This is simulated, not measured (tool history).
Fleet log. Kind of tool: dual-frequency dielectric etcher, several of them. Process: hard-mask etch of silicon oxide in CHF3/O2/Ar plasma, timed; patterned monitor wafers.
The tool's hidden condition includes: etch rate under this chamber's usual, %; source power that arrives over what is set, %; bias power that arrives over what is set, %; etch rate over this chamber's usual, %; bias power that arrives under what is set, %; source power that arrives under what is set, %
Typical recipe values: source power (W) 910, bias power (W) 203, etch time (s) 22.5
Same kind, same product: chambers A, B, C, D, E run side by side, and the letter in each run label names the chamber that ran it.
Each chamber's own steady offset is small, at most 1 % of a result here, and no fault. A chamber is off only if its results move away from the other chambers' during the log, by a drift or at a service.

run	hour	source power (W)	bias power (W)	etch time (s)	hours since the last wet clean	hours since the last source power generator calibration	hours since the last bias power generator calibration	read-back reference wafer on the same gauge, depth_nm	mean etch depth across the wafer (Å)
1B	9.4	910	203	22.5	163.3	75.5	1345.2	60.944	543.42
2D	15.0	910	203	22.5	322.5	2211.9	1152.9	60.973	543.47
3E	22.4	910	203	22.5	149.8	1182.9	1562.9	60.898	537.35
4A	31.1	910	203	22.5	331.2	2355.5	411.5	60.945	542.15
5C	40.7	830	227	22.5	338.2	249.3	3958.6	60.916	536.24
6A	49.4	830	227	22.5	349.5	2373.8	429.8	60.932	542.92
7D	56.7	830	227	22.5	364.2	2253.6	1194.6	60.885	546.48
8E	63.2	830	227	22.5	190.6	1223.7	1603.7	60.886	540.69
9B	73.8	830	227	22.5	227.7	139.9	1409.6	60.884	549.02
10C	84.4	910	203	22.5	381.9	293.0	4002.3	60.871	537.89
11D	92.2	910	203	22.5	399.7	2289.1	1230.1	60.911	547.59
12A	98.5	910	203	22.5	398.6	2422.9	478.9	60.905	538.03
# hour 103.9: chamber A: wet clean of the chamber
13E	107.5	910	203	22.5	234.9	1268.0	1648.0	60.875	538.62
14C	113.1	910	203	22.5	410.6	321.7	4031.0	60.847	538.09
15B	118.6	910	203	22.5	272.5	184.7	1454.4	60.907	546.72
# hour 126.3: chamber D: wet clean of the chamber
16A	128.5	910	203	22.5	24.6	2452.9	508.9	60.879	538.26
17C	136.1	1010	203	28.5	433.6	344.7	4054.0	60.913	708.25
18B	140.7	1010	203	28.5	294.6	206.8	1476.5	60.920	720.88
19D	145.4	1010	203	28.5	19.1	2342.3	1283.3	60.974	741.83
20E	153.7	1010	203	28.5	281.1	1314.2	1694.2	60.927	712.93
21E	158.8	1010	203	28.5	286.2	1319.3	1699.3	60.880	712.20
22D	166.5	730	203	26.0	40.2	2363.4	1304.4	60.918	599.89
23B	176.7	730	203	26.0	330.6	242.8	1512.5	60.935	577.81
24C	185.4	730	203	26.0	482.9	394.0	4103.3	60.919	568.82
25A	193.1	730	203	26.0	89.2	2517.5	573.5	60.879	575.05
26A	197.9	730	203	26.0	94.0	2522.3	578.3	60.868	573.29
27C	207.0	910	203	22.5	504.5	415.6	4124.9	60.861	540.34
28B	213.7	910	203	22.5	367.6	279.8	1549.5	60.914	543.74
29E	220.2	690	203	22.5	347.6	1380.7	1760.7	60.893	484.69
# hour 220.8: chamber C: wet clean of the chamber
30D	229.5	690	203	22.5	103.2	2426.4	1367.4	60.889	510.29
31B	238.7	690	203	22.5	392.6	304.8	1574.5	60.838	489.49
32C	247.5	690	203	22.5	26.7	456.1	4165.4	60.933	481.21
33A	257.8	690	203	22.5	153.9	2582.2	638.2	60.868	485.40
34E	265.4	1030	203	28.5	392.8	1425.9	1805.9	60.891	712.26
35D	274.1	1030	203	28.5	147.8	2471.0	1412.0	60.965	744.17
36C	279.1	1030	203	28.5	58.3	487.7	4197.0	60.933	711.18
37E	285.6	1030	203	28.5	413.0	1446.1	1826.1	60.902	713.31
38A	290.8	1030	203	28.5	186.9	2615.2	671.2	60.879	715.43
39B	299.9	910	203	22.5	453.8	366.0	1635.7	60.953	546.63
40D	305.0	910	203	22.5	178.7	2501.9	1442.9	60.926	564.37
41D	312.9	770	187	22.5	186.6	2509.8	1450.8	60.905	516.42

Decide between three cases: one chamber stands off from its peers, the gauge reading all wafers drifts, or nothing is wrong past each chamber's small offset. Where a chamber is off, say which and what most likely put it there.

A service on chamber D put it out of line with the rest.
Likeliest cause: etch rate over this chamber's usual, % = 3.19.

Below are 4 candidate recipes for chamber D's next run, each the usual settings with a change, their results shown as question marks. Which of them brings D's results back in line with what the other chambers give on the usual settings?
In-line tolerance around the mean of the other chambers on the usual settings: mean etch depth across the wafer (Å) 6.10
42D-1	320.5	910	193	22.5					?
42D-2	320.5	1010	203	22.5					?
42D-3	320.5	950	203	22.5					?
42D-4	320.5	810	203	22.5					?

What the other chambers average on the usual settings: mean etch depth across the wafer (Å) 540.36
run	mean etch depth across the wafer (Å)
42D-1	554.82
42D-2	586.83
42D-3	573.39
42D-4	539.98
42D-4 puts the chamber back in line with the other chambers.
